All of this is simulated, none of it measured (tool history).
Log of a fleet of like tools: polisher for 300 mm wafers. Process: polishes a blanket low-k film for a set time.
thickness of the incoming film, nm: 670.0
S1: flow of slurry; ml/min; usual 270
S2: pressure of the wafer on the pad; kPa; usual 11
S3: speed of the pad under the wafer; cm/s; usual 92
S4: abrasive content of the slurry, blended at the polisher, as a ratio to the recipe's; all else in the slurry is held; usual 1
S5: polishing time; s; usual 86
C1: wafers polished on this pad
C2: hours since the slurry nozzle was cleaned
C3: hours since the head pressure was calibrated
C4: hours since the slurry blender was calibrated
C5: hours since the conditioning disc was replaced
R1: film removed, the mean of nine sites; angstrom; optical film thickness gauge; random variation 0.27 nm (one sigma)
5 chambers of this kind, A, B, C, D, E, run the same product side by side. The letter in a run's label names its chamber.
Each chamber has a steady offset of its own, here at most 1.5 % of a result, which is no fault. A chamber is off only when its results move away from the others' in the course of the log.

run	hour	S1	S2	S3	S4	S5	C1	C2	C3	C4	C5	R1
1E	8	270	11	92	1	86	522	26.8	626.6	172.5	179.3	319.52
# hour 13.5: chamber D: slurry blender recalibrated
# hour 18: chamber B: worn pad replaced by a new one
2C	19.4	270	11	92	1	86	967	473.8	408.6	36.1	216.6	311.88
# hour 23.6: chamber D: worn pad replaced by a new one
# hour 31: chamber C: worn pad replaced by a new one
3D	31.5	270	11	92	1	86	102	142.8	1049.6	18.1	38.6	316.18
4A	39.5	270	11	92	1	86	509	542.4	946.2	73.7	350.9	313.28
# hour 48.2: chamber E: worn pad replaced by a new one
5B	50.7	270	11	92	1	86	419	107.7	82.5	189.6	125.8	321.03
# hour 52.2: chamber C: slurry nozzle cleaned
6D	57.7	270	11	92	1	86	437	169	1075.8	44.3	64.8	318.43
7E	65.7	270	11	92	1	86	224	84.5	684.3	230.2	237	318.07
# hour 72.3: chamber E: slurry blender recalibrated
8A	76.9	270	11	92	0.85	86	988	579.8	983.6	111.1	388.3	284.02
# hour 85.7: chamber A: worn pad replaced by a new one
9C	85.9	270	11	92	0.85	86	703	33.8	475.1	102.6	283.1	288.3
10B	97.6	270	11	92	0.85	86	1019	154.6	129.4	236.5	172.7	293.2
# hour 99.2: chamber D: worn pad replaced by a new one
11D	107.1	270	11	92	0.85	86	102	218.4	1125.2	93.7	114.2	295.41
# hour 108.6: chamber B: worn pad replaced by a new one
12E	117.3	270	11	92	0.85	86	885	136.1	735.9	45.1	288.6	291.96
# hour 128.8: chamber C: worn pad replaced by a new one
13B	129.2	270	11	92	1	86	264	186.2	161	268.1	204.3	314.9
# hour 130.1: chamber E: conditioning disc replaced and pad reconditioned
# hour 139.4: chamber D: slurry blender recalibrated
# hour 139.7: chamber E: worn pad replaced by a new one
14A	139.9	270	8.3	72	1	86	693	642.8	1046.6	174.1	451.3	195.49
# hour 141.4: chamber C: slurry blender recalibrated
# hour 146: chamber D: conditioning disc replaced and pad reconditioned
15C	147.4	270	8.3	72	1	86	238	95.3	536.6	6.1	344.6	197.02
16B	159.7	270	8.3	72	1	86	654	216.7	191.5	298.6	234.8	197.68
# hour 165.9: chamber A: worn pad replaced by a new one
17E	166.7	270	8.3	72	1	86	345	185.5	785.3	94.5	36.7	196.75
# hour 170.9: chamber D: slurry nozzle cleaned
18D	175.8	270	8.3	72	1	86	980	5	1193.9	36.4	29.9	193.44
# hour 179.2: chamber B: worn pad replaced by a new one
# hour 183.1: chamber B: slurry blender recalibrated
# hour 185.1: chamber D: worn pad replaced by a new one
# hour 187.1: chamber A: conditioning disc replaced and pad reconditioned
19C	187.2	270	11	92	1	86	747	135.1	576.4	45.9	384.4	313.85
20A	192.9	270	11	92	1	86	345	695.8	1099.6	227.1	5.8	315.95
21E	205.1	270	11	92	1	86	836	223.9	823.7	132.9	75.1	317.3
# hour 208.8: chamber E: worn pad replaced by a new one
# hour 209.7: chamber C: worn pad replaced by a new one
22B	217.3	270	11	92	1	86	488	274.3	249.1	34.2	292.4	321.59
23A	226.1	270	11	92	1	86	770	729	1132.8	260.3	39	313.51
24D	231.6	270	11	92	1	86	595	60.8	1249.7	92.2	85.7	315.05
# hour 235.7: chamber A: worn pad replaced by a new one
# hour 237.6: chamber A: slurry nozzle cleaned
# hour 238.6: chamber B: slurry nozzle cleaned
25C	240.8	270	11	92	1	86	398	188.7	630	99.5	438	312.68
# hour 245.3: chamber A: slurry blender recalibrated
# hour 250.5: chamber D: slurry blender recalibrated
26A	252.1	270	11	92	1	86	210	14.5	1158.8	6.8	65	313.42
# hour 254: chamber B: worn pad replaced by a new one
27C	258.8	270	11	92	1	86	629	206.7	648	117.5	456	313.34
28D	271.2	270	11	92	1	86	1101	100.4	1289.3	20.8	125.3	317.08
# hour 273.1: chamber C: slurry blender recalibrated
# hour 274.7: chamber D: worn pad replaced by a new one
29E	279.6	270	11	92	1	86	905	298.4	898.2	207.4	149.6	317.5
30B	289.9	270	11	92	1	86	459	51.3	321.7	106.8	365	320.77
# hour 297.5: chamber E: worn pad replaced by a new one
31B	298.6	270	11	92	1	86	570	60	330.4	115.5	373.7	316.88
# hour 299.5: chamber C: worn pad replaced by a new one
32C	305.2	270	11	92	1	86	74	253.1	694.4	32.1	502.4	317.27
# hour 306.5: chamber D: conditioning disc replaced and pad reconditioned
33A	314.3	270	11	92	0.9	101	1006	76.7	1221	69	127.2	347.32
34D	321.7	270	11	92	0.9	101	602	150.9	1339.8	71.3	15.3	347.08
# hour 323.8: chamber A: worn pad replaced by a new one
# hour 327.8: chamber E: slurry blender recalibrated
35E	331.8	270	11	92	0.9	101	439	350.6	950.4	4.1	201.8	354.51
# hour 339.9: chamber B: worn pad replaced by a new one
36D	342.6	270	11	92	0.9	101	869	171.8	1360.7	92.2	36.2	349.54
# hour 351.3: chamber C: conditioning disc replaced and pad reconditioned
37C	351.4	270	11	92	0.9	101	665	299.3	740.6	78.3	0.2	355.02
38E	363.5	270	11	92	1	86	845	382.3	982.1	35.8	233.5	315.65
39A	370	270	11	92	1	86	592	132.4	1276.7	124.7	182.9	314.83
40B	376.2	270	11	92	1	86	465	137.6	408	193.1	451.3	324.45
41E	386.7	270	11	92	1	86	1141	405.5	1005.3	59	256.7	318.98
42C	395.9	270	11	92	1	86	1234	343.8	785.1	122.8	44.7	314.77

What goes on in this fleet: one chamber off, a drifting gauge, or nothing beyond the chambers' own small offsets? Name the chamber and the cause, if any.

No chamber stands off beyond its own small offset, and the gauge holds steady.
